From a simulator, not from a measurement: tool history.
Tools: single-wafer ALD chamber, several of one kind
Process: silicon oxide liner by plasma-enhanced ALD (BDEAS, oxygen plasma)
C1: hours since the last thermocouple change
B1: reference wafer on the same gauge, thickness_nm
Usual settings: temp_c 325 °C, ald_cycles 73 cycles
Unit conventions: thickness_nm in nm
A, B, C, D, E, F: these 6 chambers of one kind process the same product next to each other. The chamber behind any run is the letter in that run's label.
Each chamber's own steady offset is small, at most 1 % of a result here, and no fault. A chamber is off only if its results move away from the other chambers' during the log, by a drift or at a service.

run 1F hour=5.3 | temp_c=325 ald_cycles=73 | C1=2780.7 | B1=5.4363 | thickness_nm=6.5827
run 2D hour=11.9 | temp_c=325 ald_cycles=73 | C1=693.0 | B1=5.4301 | thickness_nm=6.5268
run 3B hour=20.6 | temp_c=325 ald_cycles=73 | C1=700.1 | B1=5.4274 | thickness_nm=6.6116
run 4C hour=26.7 | temp_c=325 ald_cycles=73 | C1=1561.1 | B1=5.4264 | thickness_nm=6.5946
run 5A hour=33.6 | temp_c=338 ald_cycles=81 | C1=1750.8 | B1=5.4279 | thickness_nm=7.0453
run 6E hour=38.5 | temp_c=338 ald_cycles=81 | C1=849.9 | B1=5.4294 | thickness_nm=7.1081
run 7C hour=46.7 | temp_c=338 ald_cycles=81 | C1=1581.1 | B1=5.4348 | thickness_nm=7.1717
run 8B hour=51.5 | temp_c=338 ald_cycles=81 | C1=731.0 | B1=5.4267 | thickness_nm=7.1841
run 9D hour=59.3 | temp_c=338 ald_cycles=81 | C1=740.4 | B1=5.4329 | thickness_nm=7.0711
run 10E hour=64.4 | temp_c=338 ald_cycles=81 | C1=875.8 | B1=5.4292 | thickness_nm=7.0783
run 11F hour=70.1 | temp_c=325 ald_cycles=73 | C1=2845.5 | B1=5.4340 | thickness_nm=6.6460
run 12A hour=76.7 | temp_c=325 ald_cycles=73 | C1=1793.9 | B1=5.4292 | thickness_nm=6.4893
run 13A hour=85.7 | temp_c=325 ald_cycles=73 | C1=1802.9 | B1=5.4294 | thickness_nm=6.5479
run 14F hour=91.4 | temp_c=325 ald_cycles=73 | C1=2866.8 | B1=5.4318 | thickness_nm=6.6206
run 15E hour=99.5 | temp_c=325 ald_cycles=73 | C1=910.9 | B1=5.4296 | thickness_nm=6.5867
run 16C hour=106.3 | temp_c=325 ald_cycles=73 | C1=1640.7 | B1=5.4345 | thickness_nm=6.5451
run 17D hour=116.0 | temp_c=325 ald_cycles=73 | C1=797.1 | B1=5.4332 | thickness_nm=6.5290
run 18B hour=122.9 | temp_c=325 ald_cycles=73 | C1=802.4 | B1=5.4309 | thickness_nm=6.6044
run 19A hour=129.2 | temp_c=325 ald_cycles=73 | C1=1846.4 | B1=5.4277 | thickness_nm=6.4788
run 20C hour=137.9 | temp_c=325 ald_cycles=73 | C1=1672.3 | B1=5.4251 | thickness_nm=6.5786
run 21F hour=145.3 | temp_c=325 ald_cycles=80 | C1=2920.7 | B1=5.4354 | thickness_nm=7.2906
run 22B hour=155.6 | temp_c=325 ald_cycles=80 | C1=835.1 | B1=5.4337 | thickness_nm=7.1846
run 23E hour=160.7 | temp_c=325 ald_cycles=80 | C1=972.1 | B1=5.4239 | thickness_nm=7.1654
run 24D hour=167.2 | temp_c=325 ald_cycles=80 | C1=848.3 | B1=5.4289 | thickness_nm=7.1101
run 25C hour=172.1 | temp_c=325 ald_cycles=80 | C1=1706.5 | B1=5.4355 | thickness_nm=7.1767
run 26D hour=181.1 | temp_c=325 ald_cycles=80 | C1=862.2 | B1=5.4270 | thickness_nm=7.0861
run 27B hour=186.5 | temp_c=325 ald_cycles=73 | C1=866.0 | B1=5.4329 | thickness_nm=6.5687
run 28A hour=197.2 | temp_c=339 ald_cycles=73 | C1=1914.4 | B1=5.4293 | thickness_nm=6.4167
-- hour=202.7 chamber F: thermocouple changed; heater temperature recalibrated
run 29E hour=203.6 | temp_c=339 ald_cycles=73 | C1=1015.0 | B1=5.4302 | thickness_nm=6.4292
run 30F hour=208.4 | temp_c=339 ald_cycles=73 | C1=5.8 | B1=5.4255 | thickness_nm=6.5018
run 31A hour=217.8 | temp_c=339 ald_cycles=73 | C1=1935.0 | B1=5.4323 | thickness_nm=6.3979
run 32D hour=223.8 | temp_c=339 ald_cycles=73 | C1=904.9 | B1=5.4263 | thickness_nm=6.3757
run 33E hour=233.4 | temp_c=339 ald_cycles=73 | C1=1044.8 | B1=5.4306 | thickness_nm=6.4321
run 34F hour=242.6 | temp_c=325 ald_cycles=73 | C1=40.0 | B1=5.4328 | thickness_nm=6.5945
run 35C hour=249.3 | temp_c=325 ald_cycles=73 | C1=1783.7 | B1=5.4315 | thickness_nm=6.5227
run 36B hour=258.5 | temp_c=325 ald_cycles=73 | C1=938.0 | B1=5.4282 | thickness_nm=6.5904
run 37D hour=269.4 | temp_c=325 ald_cycles=73 | C1=950.5 | B1=5.4276 | thickness_nm=6.4952
run 38A hour=274.7 | temp_c=325 ald_cycles=73 | C1=1991.9 | B1=5.4280 | thickness_nm=6.4963
run 39B hour=283.1 | temp_c=325 ald_cycles=73 | C1=962.6 | B1=5.4311 | thickness_nm=6.6019
run 40C hour=290.5 | temp_c=325 ald_cycles=73 | C1=1824.9 | B1=5.4293 | thickness_nm=6.5930
run 41E hour=301.3 | temp_c=325 ald_cycles=73 | C1=1112.7 | B1=5.4296 | thickness_nm=6.5700
run 42F hour=310.5 | temp_c=325 ald_cycles=73 | C1=107.9 | B1=5.4303 | thickness_nm=6.6120

For the next run the whole fleet of 6 chambers uses the same settings. Give each chamber's results:
run 43A hour=318.3 | temp_c=325 ald_cycles=73 | thickness_nm=?
run 43B hour=318.3 | temp_c=325 ald_cycles=73 | thickness_nm=?
run 43C hour=318.3 | temp_c=325 ald_cycles=73 | thickness_nm=?
run 43D hour=318.3 | temp_c=325 ald_cycles=73 | thickness_nm=?
run 43E hour=318.3 | temp_c=325 ald_cycles=73 | thickness_nm=?
run 43F hour=318.3 | temp_c=325 ald_cycles=73 | thickness_nm=?

run=43A thickness_nm=6.5152
run=43B thickness_nm=6.5560
run=43C thickness_nm=6.5587
run=43D thickness_nm=6.4754
run=43E thickness_nm=6.5581
run=43F thickness_nm=6.6234
